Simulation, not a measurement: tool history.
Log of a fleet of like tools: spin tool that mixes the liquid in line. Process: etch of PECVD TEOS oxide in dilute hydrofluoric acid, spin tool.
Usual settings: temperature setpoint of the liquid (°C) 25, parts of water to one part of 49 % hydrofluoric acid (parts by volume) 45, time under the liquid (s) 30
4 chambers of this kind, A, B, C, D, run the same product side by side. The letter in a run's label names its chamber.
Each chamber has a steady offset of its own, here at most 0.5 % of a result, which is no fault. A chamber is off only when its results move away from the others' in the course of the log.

run,hour,temperature setpoint of the liquid (°C),parts of water to one part of 49 % hydrofluoric acid (parts by volume),time under the liquid (s),hours since the thermometer was replaced,hours since the hydrofluoric acid flow meter was replaced,"read-back film thickness of the PECVD TEOS oxide reference wafer, read on the same gauge (nm)",thickness taken off the PECVD TEOS oxide on a monitor wafer (nm)
1C,13,25,45,30,1845.5,132,50,14.775
# hour 13.3: chamber B: thermometer replaced
2A,26.7,25,45,30,1285.2,93.1,49.967,14.786
3B,37.6,25,45,30,24.4,967.6,50.007,14.918
4D,53.8,25,45,30,1043.4,509.2,49.99,14.752
5D,65.5,27.5,45,30,1055.1,520.9,49.984,16.285
6B,79.9,27.5,45,30,66.7,1009.9,49.983,16.491
7C,92,27.5,45,30,1924.5,211,49.984,16.381
8A,105.3,27.5,45,30,1363.8,171.7,50.019,16.384
9A,115.3,25,45,30,1373.8,181.7,49.984,14.778
10C,127.3,25,45,30,1959.8,246.3,49.982,14.87
11B,138.3,25,45,30,125.1,1068.3,49.989,14.897
12D,146.3,25,45,30,1135.9,601.7,49.947,14.99
13A,158.7,27.5,45,30,1417.2,225.1,49.962,16.439
14D,169.8,27.5,45,30,1159.4,625.2,49.973,16.499
15B,185.4,27.5,45,30,172.2,1115.4,49.996,16.442
16C,199.7,27.5,45,30,2032.2,318.7,49.994,16.52
17B,209.2,25,55,35,196,1139.2,50.027,13.887
18C,218.1,25,55,35,2050.6,337.1,49.965,13.983
19D,226,25,55,35,1215.6,681.4,50.005,14.244
20A,242.2,25,55,35,1500.7,308.6,50.014,14.026
21D,251.4,25,45,45,1241,706.8,49.997,22.704
22B,259.5,25,45,45,246.3,1189.5,50.008,22.344
23C,274.3,25,45,45,2106.8,393.3,50.018,22.266
24A,290.1,25,45,45,1548.6,356.5,50.015,22.194
25C,303.1,25,45,30,2135.6,422.1,50.012,14.764
26A,314.4,25,45,30,1572.9,380.8,50.015,14.88
27D,329.3,25,45,30,1318.9,784.7,50.04,15.177
28B,340.3,29.5,45,30,327.1,1270.3,49.963,17.778
29C,353.9,29.5,45,30,2186.4,472.9,49.998,17.88
30A,362.5,29.5,45,30,1621,428.9,50.001,17.808
31B,378.3,29.5,45,30,365.1,1308.3,50.018,17.787
32D,392.9,25,45,30,1382.5,848.3,49.978,15.51
33D,405.2,25,45,30,1394.8,860.6,49.985,15.289
34C,418.2,25,45,30,2250.7,537.2,50.034,14.762
# hour 421.4: chamber C: thermometer replaced
35B,427.6,25,45,30,414.4,1357.6,50.006,14.878
36A,439.8,25,45,30,1698.3,506.2,50.003,14.889
37C,447.4,22,45,40,26.1,566.4,50.01,17.386

Is one chamber off against the others, does the gauge drift, or is nothing wrong? If a chamber is off, say which, and what the likeliest cause is.

Chamber D drifts away from the others.
Cause: liquid hotter than its thermometer reads (K) = 1.25.
The log may not tell that from: hydrofluoric acid flow above the setpoint (%).

Here are 4 candidates for chamber D's next run, each the usual settings with a change, their results left as question marks. Which one brings its results back in line with what the others give on the usual settings?
In line means no further than this from the other chambers' mean on the usual settings: thickness taken off the PECVD TEOS oxide on a monitor wafer (nm) 0.19
38D-1,459.2,24,45,30,,,,?
38D-2,459.2,23,45,30,,,,?
38D-3,459.2,27,45,30,,,,?
38D-4,459.2,26,45,30,,,,?

The other chambers' mean on the usual settings: thickness taken off the PECVD TEOS oxide on a monitor wafer (nm) 14.839
run,thickness taken off the PECVD TEOS oxide on a monitor wafer (nm)
38D-1,14.893
38D-2,14.294
38D-3,16.821
38D-4,16.16
38D-1 brings the chamber back in line.
